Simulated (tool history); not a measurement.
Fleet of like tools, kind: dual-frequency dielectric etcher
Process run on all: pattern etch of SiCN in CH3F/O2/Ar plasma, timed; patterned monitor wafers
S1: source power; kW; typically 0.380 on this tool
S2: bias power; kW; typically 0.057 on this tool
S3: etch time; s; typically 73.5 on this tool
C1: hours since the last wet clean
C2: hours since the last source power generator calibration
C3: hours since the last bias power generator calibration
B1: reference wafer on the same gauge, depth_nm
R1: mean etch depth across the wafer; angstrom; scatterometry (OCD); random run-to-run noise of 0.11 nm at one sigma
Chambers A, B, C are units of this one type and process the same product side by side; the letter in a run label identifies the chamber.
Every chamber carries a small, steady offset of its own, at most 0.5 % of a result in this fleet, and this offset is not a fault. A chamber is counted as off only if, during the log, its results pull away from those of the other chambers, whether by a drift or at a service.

{"run": "1B", "day": 0.354, "S1": 0.38, "S2": 0.057, "S3": 73.5, "C1": 214.9, "C2": 1652.4, "C3": 2587.1, "B1": 28.604, "R1": 249.96}
{"run": "2A", "day": 0.938, "S1": 0.38, "S2": 0.057, "S3": 73.5, "C1": 129.0, "C2": 798.0, "C3": 2950.1, "B1": 28.597, "R1": 249.8}
{"run": "3C", "day": 1.492, "S1": 0.38, "S2": 0.057, "S3": 73.5, "C1": 356.8, "C2": 866.2, "C3": 897.9, "B1": 28.583, "R1": 249.3}
{"run": "4A", "day": 1.946, "S1": 0.38, "S2": 0.057, "S3": 73.5, "C1": 153.2, "C2": 822.2, "C3": 2974.3, "B1": 28.63, "R1": 251.43}
{"run": "5B", "day": 2.529, "S1": 0.46, "S2": 0.057, "S3": 73.5, "C1": 267.1, "C2": 1704.6, "C3": 2639.3, "B1": 28.596, "R1": 268.38}
{"run": "6C", "day": 2.883, "S1": 0.46, "S2": 0.057, "S3": 73.5, "C1": 390.2, "C2": 899.6, "C3": 931.3, "B1": 28.608, "R1": 268.92}
{"run": "7B", "day": 3.146, "S1": 0.46, "S2": 0.057, "S3": 73.5, "C1": 281.9, "C2": 1719.4, "C3": 2654.1, "B1": 28.599, "R1": 269.24}
{"run": "8A", "day": 3.438, "S1": 0.38, "S2": 0.057, "S3": 73.5, "C1": 189.0, "C2": 858.0, "C3": 3010.1, "B1": 28.601, "R1": 251.67}
{"run": "9C", "day": 3.783, "S1": 0.33, "S2": 0.057, "S3": 85.5, "C1": 411.8, "C2": 921.2, "C3": 952.9, "B1": 28.639, "R1": 275.71}
{"run": "10C", "day": 4.362, "S1": 0.33, "S2": 0.057, "S3": 85.5, "C1": 425.7, "C2": 935.1, "C3": 966.8, "B1": 28.613, "R1": 274.51}
{"run": "11B", "day": 4.912, "S1": 0.33, "S2": 0.057, "S3": 85.5, "C1": 324.3, "C2": 1761.8, "C3": 2696.5, "B1": 28.59, "R1": 276.52}
{"run": "12A", "day": 5.362, "S1": 0.38, "S2": 0.057, "S3": 73.5, "C1": 235.2, "C2": 904.2, "C3": 3056.3, "B1": 28.61, "R1": 249.97}
{"run": "13B", "day": 5.75, "S1": 0.38, "S2": 0.057, "S3": 73.5, "C1": 344.4, "C2": 1781.9, "C3": 2716.6, "B1": 28.617, "R1": 250.4}
{"run": "14A", "day": 6.188, "S1": 0.38, "S2": 0.057, "S3": 73.5, "C1": 255.0, "C2": 924.0, "C3": 3076.1, "B1": 28.591, "R1": 249.33}
{"run": "15C", "day": 6.742, "S1": 0.38, "S2": 0.057, "S3": 73.5, "C1": 482.8, "C2": 992.2, "C3": 1023.9, "B1": 28.587, "R1": 249.48}
{"run": "16A", "day": 7.333, "S1": 0.38, "S2": 0.057, "S3": 73.5, "C1": 282.5, "C2": 951.5, "C3": 3103.6, "B1": 28.617, "R1": 249.3}
{"run": "17B", "day": 7.904, "S1": 0.38, "S2": 0.057, "S3": 53.0, "C1": 396.1, "C2": 1833.6, "C3": 2768.3, "B1": 28.584, "R1": 180.29}
{"day": 8.325, "done": "chamber B: wet clean of the chamber"}
{"run": "18C", "day": 8.458, "S1": 0.38, "S2": 0.057, "S3": 53.0, "C1": 524.0, "C2": 1033.4, "C3": 1065.1, "B1": 28.613, "R1": 180.82}
{"day": 8.667, "done": "chamber C: wet clean of the chamber"}
{"run": "19C", "day": 8.942, "S1": 0.38, "S2": 0.057, "S3": 53.0, "C1": 6.7, "C2": 1045.0, "C3": 1076.7, "B1": 28.63, "R1": 180.1}
{"run": "20B", "day": 9.533, "S1": 0.38, "S2": 0.057, "S3": 73.5, "C1": 29.0, "C2": 1872.7, "C3": 2807.4, "B1": 28.585, "R1": 264.68}
{"run": "21A", "day": 10.096, "S1": 0.38, "S2": 0.057, "S3": 73.5, "C1": 348.8, "C2": 1017.8, "C3": 3169.9, "B1": 28.644, "R1": 249.83}
{"run": "22B", "day": 10.388, "S1": 0.38, "S2": 0.057, "S3": 73.5, "C1": 49.5, "C2": 1893.2, "C3": 2827.9, "B1": 28.601, "R1": 263.83}
{"day": 10.7, "done": "chamber A: bias power generator calibrated"}
{"run": "23A", "day": 10.746, "S1": 0.38, "S2": 0.057, "S3": 73.5, "C1": 364.4, "C2": 1033.4, "C3": 1.2, "B1": 28.599, "R1": 248.14}
{"run": "24C", "day": 11.183, "S1": 0.38, "S2": 0.057, "S3": 73.5, "C1": 60.5, "C2": 1098.8, "C3": 1130.5, "B1": 28.556, "R1": 251.12}
{"run": "25C", "day": 11.754, "S1": 0.38, "S2": 0.057, "S3": 73.5, "C1": 74.2, "C2": 1112.5, "C3": 1144.2, "B1": 28.59, "R1": 251.9}
{"run": "26A", "day": 12.058, "S1": 0.38, "S2": 0.057, "S3": 73.5, "C1": 395.9, "C2": 1064.9, "C3": 32.7, "B1": 28.615, "R1": 248.3}
{"run": "27B", "day": 12.512, "S1": 0.38, "S2": 0.057, "S3": 73.5, "C1": 100.5, "C2": 1944.2, "C3": 2878.9, "B1": 28.583, "R1": 262.85}
{"run": "28B", "day": 13.004, "S1": 0.38, "S2": 0.057, "S3": 73.5, "C1": 112.3, "C2": 1956.0, "C3": 2890.7, "B1": 28.589, "R1": 262.27}
{"run": "29A", "day": 13.296, "S1": 0.38, "S2": 0.057, "S3": 73.5, "C1": 425.6, "C2": 1094.6, "C3": 62.4, "B1": 28.595, "R1": 250.25}
{"run": "30C", "day": 13.846, "S1": 0.38, "S2": 0.057, "S3": 73.5, "C1": 124.4, "C2": 1162.7, "C3": 1194.4, "B1": 28.588, "R1": 249.3}
{"run": "31B", "day": 14.225, "S1": 0.38, "S2": 0.057, "S3": 73.5, "C1": 141.6, "C2": 1985.3, "C3": 2920.0, "B1": 28.593, "R1": 263.92}
{"run": "32A", "day": 14.625, "S1": 0.38, "S2": 0.057, "S3": 73.5, "C1": 457.5, "C2": 1126.5, "C3": 94.3, "B1": 28.606, "R1": 250.28}
{"run": "33C", "day": 15.129, "S1": 0.38, "S2": 0.057, "S3": 73.5, "C1": 155.2, "C2": 1193.5, "C3": 1225.2, "B1": 28.6, "R1": 249.82}
{"run": "34B", "day": 15.492, "S1": 0.38, "S2": 0.048, "S3": 54.5, "C1": 172.0, "C2": 2015.7, "C3": 2950.4, "B1": 28.597, "R1": 184.66}
{"run": "35A", "day": 16.021, "S1": 0.38, "S2": 0.048, "S3": 54.5, "C1": 491.0, "C2": 1160.0, "C3": 127.8, "B1": 28.616, "R1": 173.71}
{"run": "36C", "day": 16.317, "S1": 0.38, "S2": 0.048, "S3": 54.5, "C1": 183.7, "C2": 1222.0, "C3": 1253.7, "B1": 28.621, "R1": 174.45}
{"day": 16.696, "done": "chamber A: wet clean of the chamber"}
{"run": "37A", "day": 16.717, "S1": 0.38, "S2": 0.057, "S3": 73.5, "C1": 0.5, "C2": 1176.7, "C3": 144.5, "B1": 28.597, "R1": 250.02}
{"run": "38B", "day": 17.104, "S1": 0.47, "S2": 0.057, "S3": 88.5, "C1": 210.7, "C2": 2054.4, "C3": 2989.1, "B1": 28.618, "R1": 343.67}

All chambers now run identical settings, listed one chamber a line with results as question marks. What results will each chamber show?
{"run": "39A", "day": 17.538, "S1": 0.38, "S2": 0.049, "S3": 73.5, "R1": "?"}
{"run": "39B", "day": 17.538, "S1": 0.38, "S2": 0.049, "S3": 73.5, "R1": "?"}
{"run": "39C", "day": 17.538, "S1": 0.38, "S2": 0.049, "S3": 73.5, "R1": "?"}

run=39A R1=236.64
run=39B R1=250.87
run=39C R1=238.80
